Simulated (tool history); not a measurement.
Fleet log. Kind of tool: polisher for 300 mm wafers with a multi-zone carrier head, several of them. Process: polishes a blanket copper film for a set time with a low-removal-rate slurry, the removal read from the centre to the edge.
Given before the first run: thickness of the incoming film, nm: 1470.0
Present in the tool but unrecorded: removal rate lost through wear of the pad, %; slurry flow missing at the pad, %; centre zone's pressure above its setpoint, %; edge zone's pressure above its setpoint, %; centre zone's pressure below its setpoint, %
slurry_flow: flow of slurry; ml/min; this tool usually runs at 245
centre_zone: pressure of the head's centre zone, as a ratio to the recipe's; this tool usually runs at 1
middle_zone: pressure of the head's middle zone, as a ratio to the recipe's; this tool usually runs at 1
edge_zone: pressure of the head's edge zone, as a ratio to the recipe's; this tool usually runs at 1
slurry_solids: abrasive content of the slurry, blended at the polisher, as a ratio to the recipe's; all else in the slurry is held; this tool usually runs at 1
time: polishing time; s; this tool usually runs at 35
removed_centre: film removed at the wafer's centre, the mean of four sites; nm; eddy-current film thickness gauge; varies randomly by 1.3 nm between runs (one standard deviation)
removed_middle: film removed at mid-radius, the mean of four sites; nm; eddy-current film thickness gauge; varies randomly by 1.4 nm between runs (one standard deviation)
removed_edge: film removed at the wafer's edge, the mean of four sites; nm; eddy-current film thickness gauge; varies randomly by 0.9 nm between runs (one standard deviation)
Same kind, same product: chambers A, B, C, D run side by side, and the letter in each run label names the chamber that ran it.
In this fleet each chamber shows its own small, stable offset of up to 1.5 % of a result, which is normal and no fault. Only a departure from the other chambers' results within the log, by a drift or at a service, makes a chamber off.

run,hour,slurry_flow,centre_zone,middle_zone,edge_zone,slurry_solids,time,wafers polished on this pad,hours since the slurry nozzle was cleaned,hours since the centre zone pressure was calibrated,hours since the edge zone pressure was calibrated,removed_centre,removed_middle,removed_edge
# hour 4.4: chamber B: worn pad replaced by a new one
1B,13.9,245,1,1,1,1,35,173,195.5,1150.1,986,140.38,137.89,136.91
2D,26.4,245,1,1,1,1,35,1343,841,57.1,130.8,138.15,139.86,137.49
3C,39.3,245,1,1,1,1,35,1131,282.4,330.6,1553.1,136.62,137.82,139.14
# hour 40.2: chamber D: worn pad replaced by a new one
4A,51.6,245,1,1,1,1,35,1279,531.1,948.2,623.1,136.7,134.83,137.99
# hour 56.9: chamber C: worn pad replaced by a new one
5A,59.9,245,1,1,1,1,35,1430,539.4,956.5,631.4,137.94,135.74,138.56
# hour 60.9: chamber D: slurry nozzle cleaned
6B,66.2,245,1,1,1,1,35,1126,247.8,1202.4,1038.3,137.24,139.96,137.14
# hour 74.4: chamber B: worn pad replaced by a new one
7C,78.2,245,1,1,1.07,1,35,389,321.3,369.5,1592,136.94,135.86,143.52
8D,87.6,245,1,1,1.07,1,35,863,26.7,118.3,192,138.11,137.68,142.7
9A,94.5,245,1,1,1.07,1,35,2061,574,991.1,666,140.1,136.73,143.44
# hour 95.1: chamber B: centre zone pressure recalibrated
10C,106.3,245,1,1,1.07,1,35,900,349.4,397.6,1620.1,135.52,133.91,143.85
11B,118.6,245,1,1,1,1,35,806,300.2,23.6,1090.7,139.07,139.93,137.15
# hour 122.1: chamber B: edge zone pressure recalibrated
# hour 125.2: chamber C: slurry nozzle cleaned
12D,125.4,245,1,1,1,1,35,1551,64.5,156.1,229.8,136.15,138.66,136.72
# hour 126.7: chamber D: worn pad replaced by a new one
# hour 134.2: chamber C: worn pad replaced by a new one
13A,136.4,245,1,1,1,1,35,2824,615.9,1033,707.9,136.47,136.09,137.11
14D,145.1,245,1,1,1,1,35,336,84.2,175.8,249.5,139.81,138.34,137.06
# hour 151.2: chamber B: worn pad replaced by a new one
15B,151.6,245,1,1,1,1,35,8,333.2,56.6,29.5,139.02,140.35,135.58
# hour 152.7: chamber C: edge zone pressure recalibrated
16C,165.9,245,1,1,1,1,35,577,40.8,457.2,13.3,137.24,134.88,138.71
17B,177.9,245,1,1,1,1,35,487,359.5,82.9,55.8,137.45,141.37,136.97
18A,185.9,245,1,1,1,1,35,3725,665.4,1082.5,757.4,136.61,132.53,135.3
19D,199.4,245,1,1,1,1,35,1325,138.5,230.1,303.8,141.16,138.02,137.91
# hour 199.9: chamber D: worn pad replaced by a new one
# hour 208.8: chamber D: edge zone pressure recalibrated
# hour 211.8: chamber B: slurry nozzle cleaned
20C,213.3,245,1,1,1,1,35,1441,88.2,504.6,60.7,137.67,136.83,140.61
# hour 217.9: chamber C: worn pad replaced by a new one
21B,225.8,245,1,1,1,1,35,1360,14.1,130.8,103.7,138.49,139.65,137.22
# hour 226.7: chamber B: worn pad replaced by a new one
22A,238.2,245,1,1,1,1,35,4678,717.7,1134.8,809.7,134.97,130.02,134.75
23D,250.9,245,1,1,1,1,35,929,190,281.6,42.1,138.55,139.41,137.24
24C,263,245,1,1,1,1,35,822,137.9,554.3,110.4,138.46,139.85,139.98
# hour 272.8: chamber D: worn pad replaced by a new one
25C,275.5,245,1,1,1,1,35,1050,150.4,566.8,122.9,138.38,139.11,140.34
26A,285.9,245,1,1,1,1,35,5547,765.4,1182.5,857.4,129.15,131.51,133.94
27B,293.8,245,1,1,1,1,35,1222,82.1,198.8,171.7,139.14,138.72,136.88
28D,300.2,245,1,1,1,1,35,500,239.3,330.9,91.4,139.01,140.1,137.83
# hour 304: chamber C: worn pad replaced by a new one
29C,310.8,245,1,1,1,1,35,125,185.7,602.1,158.2,136.54,136.85,137.88
# hour 311.3: chamber A: centre zone pressure recalibrated
# hour 313: chamber B: worn pad replaced by a new one
# hour 321.1: chamber A: edge zone pressure recalibrated
30D,324.6,245,1,1,1,1,35,944,263.7,355.3,115.8,136.23,138.12,137.86
31A,335,245,1,1,1,1,35,6441,814.5,23.7,13.9,129.71,127.43,128.79
# hour 345.9: chamber D: worn pad replaced by a new one
32B,347.9,245,1,1,1,1,35,637,136.2,252.9,225.8,138.23,136.08,137.12
33B,356.4,245,1,1,1,1,35,792,144.7,261.4,234.3,135.5,139.74,135.85
34A,365.5,245,1,1,1,1,35,6997,845,54.2,44.4,127.36,128.55,129.9
# hour 365.6: chamber C: centre zone pressure recalibrated
35D,377.4,245,1,1,1,1,28,573,316.5,408.1,168.6,112.03,108.23,110.06
36C,391.4,245,1,1,1,1,28,1593,266.3,25.8,238.8,109.46,109.83,110.62
37D,399.1,245,1,1,1,1,28,969,338.2,429.8,190.3,110.61,111.13,110.49
38A,410.2,245,1,1,1,1,28,7811,889.7,98.9,89.1,100.35,99.071,101.16

The same settings go to every chamber for the next run, one line per chamber below. Forecast the results for each:
39A,420.6,245,1,1,1,1,46,,,,,?,?,?
39B,420.6,245,1,1,1,1,46,,,,,?,?,?
39C,420.6,245,1,1,1,1,46,,,,,?,?,?
39D,420.6,245,1,1,1,1,46,,,,,?,?,?

run,removed_centre,removed_middle,removed_edge
39A,166.91,163.23,167.92
39B,181.34,184.89,180.59
39C,181.79,183.53,181.93
39D,181.07,181.34,182.27
